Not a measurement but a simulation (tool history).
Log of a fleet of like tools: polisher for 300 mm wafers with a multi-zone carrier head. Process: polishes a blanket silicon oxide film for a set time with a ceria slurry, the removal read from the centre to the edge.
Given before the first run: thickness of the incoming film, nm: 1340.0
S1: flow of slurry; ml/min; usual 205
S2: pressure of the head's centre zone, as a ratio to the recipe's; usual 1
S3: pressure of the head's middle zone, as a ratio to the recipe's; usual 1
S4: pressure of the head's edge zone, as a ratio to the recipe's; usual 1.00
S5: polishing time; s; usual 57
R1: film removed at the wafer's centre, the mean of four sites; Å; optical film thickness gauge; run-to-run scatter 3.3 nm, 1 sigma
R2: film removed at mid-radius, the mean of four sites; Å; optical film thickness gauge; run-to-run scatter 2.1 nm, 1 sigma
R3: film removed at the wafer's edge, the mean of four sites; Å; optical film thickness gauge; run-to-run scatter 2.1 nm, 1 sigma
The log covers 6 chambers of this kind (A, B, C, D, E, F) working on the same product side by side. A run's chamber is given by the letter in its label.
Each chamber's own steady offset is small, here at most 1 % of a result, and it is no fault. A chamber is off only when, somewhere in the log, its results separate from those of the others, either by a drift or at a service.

run   hour   S1  S2  S3    S4  S5      R1      R2      R3
 1A    5.7  205   1   1  1.00  57  2825.0  2796.6  2814.3
       7.6  -- chamber C: worn pad replaced by a new one
 2F   12.3  205   1   1  1.00  57  2766.4  2814.8  2768.4
 3D   17.5  205   1   1  1.00  57  2755.7  2840.6  2833.1
      18.2  -- chamber F: worn pad replaced by a new one
 4C   24.5  205   1   1  1.00  57  2775.0  2792.2  2818.7
 5B   32.0  205   1   1  1.00  57  2795.9  2809.4  2813.1
 6E   40.8  205   1   1  1.00  57  2793.1  2786.5  2773.5
      42.8  -- chamber B: worn pad replaced by a new one
      42.9  -- chamber E: worn pad replaced by a new one
      46.4  -- chamber F: slurry nozzle cleaned
      49.5  -- chamber B: slurry nozzle cleaned
 7C   50.2  205   1   1  1.00  57  2809.5  2816.6  2805.5
 8F   59.3  205   1   1  1.00  57  2884.6  2846.7  2804.7
 9B   68.1  205   1   1  1.00  57  2805.1  2806.0  2767.8
10A   76.2  205   1   1  1.00  57  2762.0  2824.3  2775.1
      76.6  -- chamber A: worn pad replaced by a new one
11D   86.8  205   1   1  1.00  57  2840.6  2819.8  2853.8
12E   96.1  205   1   1  1.00  57  2810.9  2796.5  2793.6
13A  101.4  205   1   1  1.00  57  2777.7  2812.7  2826.0
     101.9  -- chamber C: slurry nozzle cleaned
     103.2  -- chamber B: worn pad replaced by a new one
14E  106.9  205   1   1  1.00  57  2797.6  2820.3  2836.6
     110.4  -- chamber C: worn pad replaced by a new one
15C  115.5  205   1   1  1.00  57  2843.9  2838.2  2833.9
     121.1  -- chamber E: edge zone pressure recalibrated
16D  126.1  205   1   1  1.00  57  2846.3  2827.8  2819.6
17B  137.1  205   1   1  1.00  57  2886.9  2791.0  2822.8
18F  145.4  205   1   1  1.00  57  2813.1  2834.6  2768.0
     150.3  -- chamber A: edge zone pressure recalibrated
     152.1  -- chamber A: worn pad replaced by a new one
19C  156.2  205   1   1  1.00  57  2792.5  2830.2  2824.5
     156.4  -- chamber F: worn pad replaced by a new one
     156.6  -- chamber D: slurry nozzle cleaned
20B  164.9  205   1   1  1.00  57  2799.5  2801.6  2834.4
     165.9  -- chamber B: worn pad replaced by a new one
21D  172.8  205   1   1  1.00  57  2770.1  2782.9  2810.4
22A  180.8  205   1   1  1.00  57  2804.1  2848.7  2822.3
23F  187.3  205   1   1  1.00  57  2840.1  2837.5  2819.3
24E  197.3  205   1   1  1.00  57  2797.6  2762.2  2834.8
     197.7  -- chamber E: slurry nozzle cleaned
25A  207.6  205   1   1  1.00  57  2790.7  2840.6  2816.6
     217.6  -- chamber C: worn pad replaced by a new one
26F  218.6  205   1   1  1.00  57  2848.8  2821.8  2763.0
     221.9  -- chamber E: worn pad replaced by a new one
     223.8  -- chamber B: worn pad replaced by a new one
27B  224.4  205   1   1  1.00  57  2818.0  2782.4  2809.9
     224.5  -- chamber A: worn pad replaced by a new one
28D  235.1  205   1   1  1.00  57  2720.6  2687.4  2730.6
     238.3  -- chamber A: slurry nozzle cleaned
29E  241.6  205   1   1  1.00  57  2835.6  2781.3  2817.2
30C  251.0  205   1   1  1.00  57  2834.9  2824.3  2786.2
31F  258.9  205   1   1  1.00  57  2865.9  2871.7  2817.4
32A  264.6  205   1   1  1.00  57  2784.7  2820.9  2832.7
33D  271.3  205   1   1  1.00  57  2720.0  2628.9  2648.2
     274.0  -- chamber C: edge zone pressure recalibrated
34C  276.3  205   1   1  1.00  57  2828.7  2803.2  2790.4
35E  283.2  205   1   1  1.00  57  2814.0  2791.5  2810.1
     293.0  -- chamber F: worn pad replaced by a new one
36B  294.3  205   1   1  1.00  57  2737.8  2814.7  2816.4
     297.4  -- chamber B: worn pad replaced by a new one
37C  302.1  205   1   1  1.00  57  2763.8  2812.0  2805.3
     303.7  -- chamber A: worn pad replaced by a new one
38B  310.1  205   1   1  1.00  57  2791.8  2828.6  2812.2
39F  315.5  205   1   1  1.08  42  2039.5  2060.1  2152.1
40A  324.5  205   1   1  1.08  42  2039.9  2113.3  2141.1
41E  331.3  205   1   1  1.08  42  2052.0  2052.6  2170.8

Decide between three cases: one chamber stands off from its peers, the gauge reading all wafers drifts, or nothing is wrong past each chamber's small offset. Where a chamber is off, say which and what most likely put it there.

It is chamber D that slowly wanders off from its peers.
Likeliest cause: removal rate lost through wear of the pad, % = 8.98.

Chamber D could run next with any of the 4 candidate recipes listed below; each alters the usual settings, and their results appear as question marks. Which one brings its results back in line with what the other chambers deliver on the usual settings?
In line here means within this much of the mean the other chambers give on the usual settings: R1 110.0 Å; R2 72.0 Å; R3 72.0 Å
42D-1  339.4  205   1  1.00  1.00  55   ?   ?   ?
42D-2  339.4  205   1  1.01  1.00  62   ?   ?   ?
42D-3  339.4  205   1  0.99  1.00  53   ?   ?   ?
42D-4  339.4  205   1  1.00  1.00  59   ?   ?   ?

Other chambers, usual settings, mean: R1 2805.6 Å; R2 2811.6 Å; R3 2809.5 Å
  run      R1      R2      R3
42D-1  2480.8  2462.6  2494.9
42D-2  2796.7  2801.8  2812.1
42D-3  2390.4  2350.9  2404.6
42D-4  2661.2  2641.6  2676.4
The answer is 42D-2, which returns the chamber to within the allowed miss of the others.
